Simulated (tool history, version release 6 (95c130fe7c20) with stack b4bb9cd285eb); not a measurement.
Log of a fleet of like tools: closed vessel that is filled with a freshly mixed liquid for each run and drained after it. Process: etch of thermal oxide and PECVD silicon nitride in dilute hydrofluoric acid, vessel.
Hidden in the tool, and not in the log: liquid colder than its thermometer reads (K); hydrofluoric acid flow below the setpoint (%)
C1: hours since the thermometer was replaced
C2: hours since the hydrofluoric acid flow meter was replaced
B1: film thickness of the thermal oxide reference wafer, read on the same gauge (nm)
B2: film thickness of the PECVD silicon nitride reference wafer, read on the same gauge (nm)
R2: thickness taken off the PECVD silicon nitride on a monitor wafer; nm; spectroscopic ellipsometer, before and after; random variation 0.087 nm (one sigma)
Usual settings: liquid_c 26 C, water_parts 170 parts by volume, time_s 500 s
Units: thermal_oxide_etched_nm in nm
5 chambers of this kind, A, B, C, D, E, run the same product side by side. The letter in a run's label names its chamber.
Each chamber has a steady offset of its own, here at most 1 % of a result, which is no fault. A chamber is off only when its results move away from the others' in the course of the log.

run 1C hour=7.1 | liquid_c=26 water_parts=170 time_s=500 | C1=333.2 C2=1128.7 | B1=60.003 B2=80.003 | thermal_oxide_etched_nm=14.179 R2=12.905
run 2E hour=13.7 | liquid_c=26 water_parts=170 time_s=500 | C1=388.3 C2=393.9 | B1=60.005 B2=79.988 | thermal_oxide_etched_nm=14.246 R2=12.801
run 3D hour=21.2 | liquid_c=26 water_parts=170 time_s=500 | C1=797.1 C2=271.8 | B1=59.974 B2=79.995 | thermal_oxide_etched_nm=13.894 R2=12.823
-- hour=21.5 chamber D: thermometer replaced
run 4A hour=30.6 | liquid_c=26 water_parts=170 time_s=500 | C1=596.1 C2=613.5 | B1=59.992 B2=80.001 | thermal_oxide_etched_nm=13.985 R2=12.699
run 5B hour=38.5 | liquid_c=26 water_parts=170 time_s=500 | C1=1013.1 C2=589.5 | B1=59.997 B2=79.987 | thermal_oxide_etched_nm=13.943 R2=12.733
run 6E hour=49 | liquid_c=26 water_parts=170 time_s=500 | C1=423.6 C2=429.2 | B1=60.008 B2=80.002 | thermal_oxide_etched_nm=14.243 R2=12.837
run 7A hour=56.9 | liquid_c=26 water_parts=170 time_s=500 | C1=622.4 C2=639.8 | B1=60.015 B2=80.005 | thermal_oxide_etched_nm=14.072 R2=12.894
run 8D hour=63.5 | liquid_c=26 water_parts=170 time_s=500 | C1=42 C2=314.1 | B1=60.007 B2=80.007 | thermal_oxide_etched_nm=13.846 R2=12.873
run 9C hour=68.7 | liquid_c=26 water_parts=170 time_s=500 | C1=394.8 C2=1190.3 | B1=60 B2=79.986 | thermal_oxide_etched_nm=14.147 R2=12.699
run 10B hour=77.9 | liquid_c=26 water_parts=170 time_s=500 | C1=1052.5 C2=628.9 | B1=59.998 B2=79.985 | thermal_oxide_etched_nm=13.879 R2=12.688
run 11D hour=84.8 | liquid_c=26 water_parts=170 time_s=500 | C1=63.3 C2=335.4 | B1=59.969 B2=80.009 | thermal_oxide_etched_nm=13.895 R2=12.899
run 12C hour=96 | liquid_c=26 water_parts=170 time_s=500 | C1=422.1 C2=1217.6 | B1=59.975 B2=79.981 | thermal_oxide_etched_nm=14.153 R2=12.75
run 13B hour=106.8 | liquid_c=26 water_parts=170 time_s=500 | C1=1081.4 C2=657.8 | B1=59.999 B2=80.005 | thermal_oxide_etched_nm=13.861 R2=12.683
run 14E hour=115.2 | liquid_c=26 water_parts=95 time_s=500 | C1=489.8 C2=495.4 | B1=60 B2=79.998 | thermal_oxide_etched_nm=27.578 R2=22.602
run 15A hour=123.1 | liquid_c=26 water_parts=95 time_s=500 | C1=688.6 C2=706 | B1=60.014 B2=79.992 | thermal_oxide_etched_nm=27.384 R2=22.655
run 16B hour=132.5 | liquid_c=26 water_parts=95 time_s=500 | C1=1107.1 C2=683.5 | B1=60.001 B2=80.002 | thermal_oxide_etched_nm=26.903 R2=22.332
run 17A hour=139.7 | liquid_c=26 water_parts=95 time_s=500 | C1=705.2 C2=722.6 | B1=60.018 B2=79.989 | thermal_oxide_etched_nm=27.321 R2=22.775
run 18E hour=145.6 | liquid_c=26 water_parts=95 time_s=500 | C1=520.2 C2=525.8 | B1=60.005 B2=79.988 | thermal_oxide_etched_nm=27.265 R2=22.331
run 19C hour=152.8 | liquid_c=26 water_parts=170 time_s=500 | C1=478.9 C2=1274.4 | B1=59.999 B2=80.012 | thermal_oxide_etched_nm=14.217 R2=12.79
run 20D hour=162.9 | liquid_c=26 water_parts=170 time_s=500 | C1=141.4 C2=413.5 | B1=60.003 B2=79.994 | thermal_oxide_etched_nm=13.904 R2=13.027
run 21E hour=172.3 | liquid_c=26 water_parts=170 time_s=255 | C1=546.9 C2=552.5 | B1=60.007 B2=80.005 | thermal_oxide_etched_nm=7.0224 R2=6.3175
run 22A hour=177.8 | liquid_c=26 water_parts=170 time_s=255 | C1=743.3 C2=760.7 | B1=60.024 B2=80.001 | thermal_oxide_etched_nm=7.1679 R2=6.4473
run 23D hour=185.1 | liquid_c=26 water_parts=170 time_s=255 | C1=163.6 C2=435.7 | B1=60.012 B2=80.011 | thermal_oxide_etched_nm=7.0067 R2=6.5655
run 24B hour=191.5 | liquid_c=26 water_parts=170 time_s=255 | C1=1166.1 C2=742.5 | B1=60.005 B2=79.985 | thermal_oxide_etched_nm=7.113 R2=6.6036
run 25C hour=198 | liquid_c=26 water_parts=170 time_s=255 | C1=524.1 C2=1319.6 | B1=59.991 B2=80.021 | thermal_oxide_etched_nm=7.2804 R2=6.5255
run 26D hour=203.9 | liquid_c=26 water_parts=170 time_s=500 | C1=182.4 C2=454.5 | B1=59.986 B2=80.014 | thermal_oxide_etched_nm=14.006 R2=12.912
run 27E hour=210 | liquid_c=26 water_parts=170 time_s=500 | C1=584.6 C2=590.2 | B1=60.023 B2=80.014 | thermal_oxide_etched_nm=13.513 R2=12.191
run 28C hour=215 | liquid_c=26 water_parts=170 time_s=500 | C1=541.1 C2=1336.6 | B1=59.998 B2=79.978 | thermal_oxide_etched_nm=14.117 R2=12.82
run 29B hour=224.9 | liquid_c=26 water_parts=170 time_s=500 | C1=1199.5 C2=775.9 | B1=59.993 B2=80.008 | thermal_oxide_etched_nm=13.962 R2=12.796
run 30A hour=235.1 | liquid_c=26 water_parts=170 time_s=500 | C1=800.6 C2=818 | B1=60.01 B2=80.009 | thermal_oxide_etched_nm=14.143 R2=12.805

What goes on in this fleet: one chamber off, a drifting gauge, or nothing beyond the chambers' own small offsets? Name the chamber and the cause, if any.

Chamber E drifts away from the others.
Cause: hydrofluoric acid flow below the setpoint (%) = 5.45.

Here are 4 candidates for chamber E's next run, each the usual settings with a change, their results left as question marks. Which one brings its results back in line with what the others give on the usual settings?
In line means no further than this from the other chambers' mean on the usual settings: thermal_oxide_etched_nm 0.31 nm; R2 0.31 nm
run 31E-1 hour=243.4 | liquid_c=26 water_parts=170 time_s=505 | thermal_oxide_etched_nm=? R2=?
run 31E-2 hour=243.4 | liquid_c=25.5 water_parts=170 time_s=485 | thermal_oxide_etched_nm=? R2=?
run 31E-3 hour=243.4 | liquid_c=26.5 water_parts=170 time_s=515 | thermal_oxide_etched_nm=? R2=?
run 31E-4 hour=243.4 | liquid_c=26 water_parts=170 time_s=495 | thermal_oxide_etched_nm=? R2=?

The other chambers' mean on the usual settings: thermal_oxide_etched_nm 13.986 nm; R2 12.822 nm
run=31E-1 thermal_oxide_etched_nm=13.421 R2=12.242
run=31E-2 thermal_oxide_etched_nm=12.655 R2=11.394
run=31E-3 thermal_oxide_etched_nm=13.939 R2=12.881
run=31E-4 thermal_oxide_etched_nm=13.155 R2=12
31E-3 brings the chamber back in line.

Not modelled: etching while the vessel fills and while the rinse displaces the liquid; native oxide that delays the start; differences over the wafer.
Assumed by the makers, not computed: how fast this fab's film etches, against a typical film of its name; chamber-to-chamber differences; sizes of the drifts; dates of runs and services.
